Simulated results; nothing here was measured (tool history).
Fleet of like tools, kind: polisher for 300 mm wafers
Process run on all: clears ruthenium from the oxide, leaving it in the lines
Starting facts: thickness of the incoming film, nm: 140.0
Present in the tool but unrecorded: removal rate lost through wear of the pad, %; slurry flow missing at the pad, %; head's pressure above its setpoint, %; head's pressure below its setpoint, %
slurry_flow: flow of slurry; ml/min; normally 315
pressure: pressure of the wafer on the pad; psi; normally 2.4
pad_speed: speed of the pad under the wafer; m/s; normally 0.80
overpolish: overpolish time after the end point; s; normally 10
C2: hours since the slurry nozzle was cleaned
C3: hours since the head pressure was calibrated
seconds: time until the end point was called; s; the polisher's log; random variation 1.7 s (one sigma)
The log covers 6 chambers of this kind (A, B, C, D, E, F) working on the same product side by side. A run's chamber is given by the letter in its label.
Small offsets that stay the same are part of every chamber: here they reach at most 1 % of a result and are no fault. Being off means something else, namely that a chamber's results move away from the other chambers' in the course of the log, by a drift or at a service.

run 1D day=0.392 | slurry_flow=315 pressure=2.4 pad_speed=0.80 overpolish=10 | wafers_polished_on_this_pad=619 C2=424.4 C3=315.8 | seconds=130.55
run 2E day=0.600 | slurry_flow=315 pressure=2.4 pad_speed=0.80 overpolish=10 | wafers_polished_on_this_pad=583 C2=47.0 C3=499.8 | seconds=131.46
run 3A day=0.888 | slurry_flow=315 pressure=2.4 pad_speed=0.80 overpolish=10 | wafers_polished_on_this_pad=211 C2=457.5 C3=640.2 | seconds=134.06
-- day=1.246 chamber D: worn pad replaced by a new one
run 4C day=1.288 | slurry_flow=315 pressure=2.4 pad_speed=0.80 overpolish=10 | wafers_polished_on_this_pad=1364 C2=375.6 C3=539.8 | seconds=128.69
run 5B day=1.500 | slurry_flow=315 pressure=2.4 pad_speed=0.80 overpolish=10 | wafers_polished_on_this_pad=748 C2=337.8 C3=749.2 | seconds=128.72
run 6F day=1.892 | slurry_flow=315 pressure=2.4 pad_speed=0.80 overpolish=10 | wafers_polished_on_this_pad=1170 C2=331.6 C3=509.8 | seconds=132.92
-- day=2.050 chamber F: worn pad replaced by a new one
-- day=2.071 chamber C: worn pad replaced by a new one
run 7C day=2.217 | slurry_flow=315 pressure=2.4 pad_speed=0.80 overpolish=10 | wafers_polished_on_this_pad=34 C2=397.9 C3=562.1 | seconds=128.74
-- day=2.529 chamber E: worn pad replaced by a new one
run 8E day=2.625 | slurry_flow=315 pressure=2.4 pad_speed=0.80 overpolish=10 | wafers_polished_on_this_pad=23 C2=95.6 C3=548.4 | seconds=128.29
-- day=2.725 chamber B: slurry nozzle cleaned
-- day=2.900 chamber B: worn pad replaced by a new one
run 9B day=2.925 | slurry_flow=420 pressure=2.4 pad_speed=0.80 overpolish=10 | wafers_polished_on_this_pad=6 C2=4.9 C3=783.4 | seconds=125.93
run 10A day=3.338 | slurry_flow=420 pressure=2.4 pad_speed=0.80 overpolish=10 | wafers_polished_on_this_pad=782 C2=516.3 C3=699.0 | seconds=129.57
run 11D day=3.625 | slurry_flow=420 pressure=2.4 pad_speed=0.80 overpolish=10 | wafers_polished_on_this_pad=555 C2=502.0 C3=393.4 | seconds=125.60
-- day=3.754 chamber A: worn pad replaced by a new one
run 12F day=3.983 | slurry_flow=420 pressure=2.4 pad_speed=0.80 overpolish=10 | wafers_polished_on_this_pad=451 C2=381.8 C3=560.0 | seconds=129.09
run 13B day=4.304 | slurry_flow=420 pressure=2.4 pad_speed=0.80 overpolish=10 | wafers_polished_on_this_pad=327 C2=38.0 C3=816.5 | seconds=127.89
run 14C day=4.650 | slurry_flow=420 pressure=2.4 pad_speed=0.80 overpolish=10 | wafers_polished_on_this_pad=601 C2=456.3 C3=620.5 | seconds=125.94
-- day=4.988 chamber F: head pressure recalibrated
run 15E day=5.012 | slurry_flow=315 pressure=2.4 pad_speed=0.80 overpolish=10 | wafers_polished_on_this_pad=579 C2=152.9 C3=605.7 | seconds=128.82
-- day=5.183 chamber D: worn pad replaced by a new one
run 16A day=5.267 | slurry_flow=315 pressure=2.4 pad_speed=0.80 overpolish=5 | wafers_polished_on_this_pad=352 C2=562.6 C3=745.3 | seconds=129.82
run 17F day=5.579 | slurry_flow=315 pressure=2.4 pad_speed=0.80 overpolish=5 | wafers_polished_on_this_pad=822 C2=420.1 C3=14.2 | seconds=133.92
run 18D day=5.950 | slurry_flow=315 pressure=2.4 pad_speed=0.80 overpolish=5 | wafers_polished_on_this_pad=179 C2=557.8 C3=449.2 | seconds=134.42
run 19D day=6.354 | slurry_flow=315 pressure=2.4 pad_speed=0.80 overpolish=5 | wafers_polished_on_this_pad=273 C2=567.5 C3=458.9 | seconds=136.78
-- day=6.454 chamber D: slurry nozzle cleaned
run 20B day=6.662 | slurry_flow=315 pressure=2.4 pad_speed=0.80 overpolish=5 | wafers_polished_on_this_pad=877 C2=94.6 C3=873.1 | seconds=126.69
run 21C day=6.946 | slurry_flow=315 pressure=2.4 pad_speed=0.80 overpolish=5 | wafers_polished_on_this_pad=1136 C2=511.4 C3=675.6 | seconds=130.97
-- day=7.042 chamber A: worn pad replaced by a new one
-- day=7.067 chamber F: worn pad replaced by a new one
run 22A day=7.208 | slurry_flow=315 pressure=2.4 pad_speed=0.80 overpolish=10 | wafers_polished_on_this_pad=38 C2=609.2 C3=791.9 | seconds=131.70
-- day=7.258 chamber C: worn pad replaced by a new one
run 23F day=7.479 | slurry_flow=315 pressure=2.4 pad_speed=0.80 overpolish=10 | wafers_polished_on_this_pad=96 C2=465.7 C3=59.8 | seconds=130.38
-- day=7.738 chamber B: worn pad replaced by a new one
run 24E day=7.829 | slurry_flow=315 pressure=2.4 pad_speed=0.80 overpolish=10 | wafers_polished_on_this_pad=1235 C2=220.5 C3=673.3 | seconds=128.00
-- day=7.975 chamber E: worn pad replaced by a new one
run 25B day=8.204 | slurry_flow=315 pressure=2.4 pad_speed=0.80 overpolish=10 | wafers_polished_on_this_pad=109 C2=131.6 C3=910.1 | seconds=128.01
run 26C day=8.604 | slurry_flow=315 pressure=2.4 pad_speed=0.80 overpolish=10 | wafers_polished_on_this_pad=313 C2=551.2 C3=715.4 | seconds=128.89
-- day=8.671 chamber D: worn pad replaced by a new one
run 27F day=8.962 | slurry_flow=315 pressure=2.4 pad_speed=0.80 overpolish=10 | wafers_polished_on_this_pad=441 C2=501.3 C3=95.4 | seconds=133.06
run 28E day=9.183 | slurry_flow=315 pressure=2.4 pad_speed=0.80 overpolish=10 | wafers_polished_on_this_pad=282 C2=253.0 C3=705.8 | seconds=132.66
run 29A day=9.567 | slurry_flow=315 pressure=2.4 pad_speed=0.80 overpolish=10 | wafers_polished_on_this_pad=588 C2=665.8 C3=848.5 | seconds=130.24
run 30D day=9.879 | slurry_flow=315 pressure=2.4 pad_speed=0.58 overpolish=12 | wafers_polished_on_this_pad=281 C2=82.2 C3=543.5 | seconds=186.35
run 31A day=10.092 | slurry_flow=315 pressure=2.4 pad_speed=0.58 overpolish=12 | wafers_polished_on_this_pad=710 C2=678.4 C3=861.1 | seconds=181.85
run 32C day=10.275 | slurry_flow=315 pressure=2.4 pad_speed=0.58 overpolish=12 | wafers_polished_on_this_pad=703 C2=591.3 C3=755.5 | seconds=175.22
-- day=10.558 chamber A: worn pad replaced by a new one
run 33D day=10.688 | slurry_flow=315 pressure=2.4 pad_speed=0.58 overpolish=12 | wafers_polished_on_this_pad=470 C2=101.6 C3=562.9 | seconds=191.24
run 34B day=11.046 | slurry_flow=315 pressure=2.4 pad_speed=0.58 overpolish=12 | wafers_polished_on_this_pad=771 C2=199.8 C3=978.3 | seconds=174.52
run 35F day=11.308 | slurry_flow=315 pressure=2.4 pad_speed=0.58 overpolish=12 | wafers_polished_on_this_pad=988 C2=557.6 C3=151.7 | seconds=180.13
-- day=11.608 chamber B: worn pad replaced by a new one
run 36E day=11.671 | slurry_flow=315 pressure=2.4 pad_speed=0.80 overpolish=10 | wafers_polished_on_this_pad=861 C2=312.7 C3=765.5 | seconds=129.44
run 37A day=11.904 | slurry_flow=315 pressure=2.4 pad_speed=0.80 overpolish=10 | wafers_polished_on_this_pad=314 C2=721.9 C3=904.6 | seconds=133.74
-- day=12.196 chamber D: worn pad replaced by a new one
run 38B day=12.271 | slurry_flow=315 pressure=2.4 pad_speed=0.80 overpolish=10 | wafers_polished_on_this_pad=154 C2=229.2 C3=1007.7 | seconds=127.65
-- day=12.375 chamber E: worn pad replaced by a new one
run 39E day=12.529 | slurry_flow=315 pressure=2.4 pad_speed=0.80 overpolish=10 | wafers_polished_on_this_pad=36 C2=333.3 C3=786.1 | seconds=129.21
run 40D day=12.783 | slurry_flow=315 pressure=2.4 pad_speed=0.80 overpolish=10 | wafers_polished_on_this_pad=136 C2=151.9 C3=613.2 | seconds=140.36
run 41C day=13.075 | slurry_flow=390 pressure=2.4 pad_speed=0.80 overpolish=10 | wafers_polished_on_this_pad=1355 C2=658.5 C3=822.7 | seconds=124.41

For the next run the whole fleet of 6 chambers uses the same settings. Give each chamber's results:
run 42A day=13.379 | slurry_flow=315 pressure=2.4 pad_speed=0.80 overpolish=10 | seconds=?
run 42B day=13.379 | slurry_flow=315 pressure=2.4 pad_speed=0.80 overpolish=10 | seconds=?
run 42C day=13.379 | slurry_flow=315 pressure=2.4 pad_speed=0.80 overpolish=10 | seconds=?
run 42D day=13.379 | slurry_flow=315 pressure=2.4 pad_speed=0.80 overpolish=10 | seconds=?
run 42E day=13.379 | slurry_flow=315 pressure=2.4 pad_speed=0.80 overpolish=10 | seconds=?
run 42F day=13.379 | slurry_flow=315 pressure=2.4 pad_speed=0.80 overpolish=10 | seconds=?

run=42A seconds=132.66
run=42B seconds=130.15
run=42C seconds=126.56
run=42D seconds=138.37
run=42E seconds=128.95
run=42F seconds=136.13

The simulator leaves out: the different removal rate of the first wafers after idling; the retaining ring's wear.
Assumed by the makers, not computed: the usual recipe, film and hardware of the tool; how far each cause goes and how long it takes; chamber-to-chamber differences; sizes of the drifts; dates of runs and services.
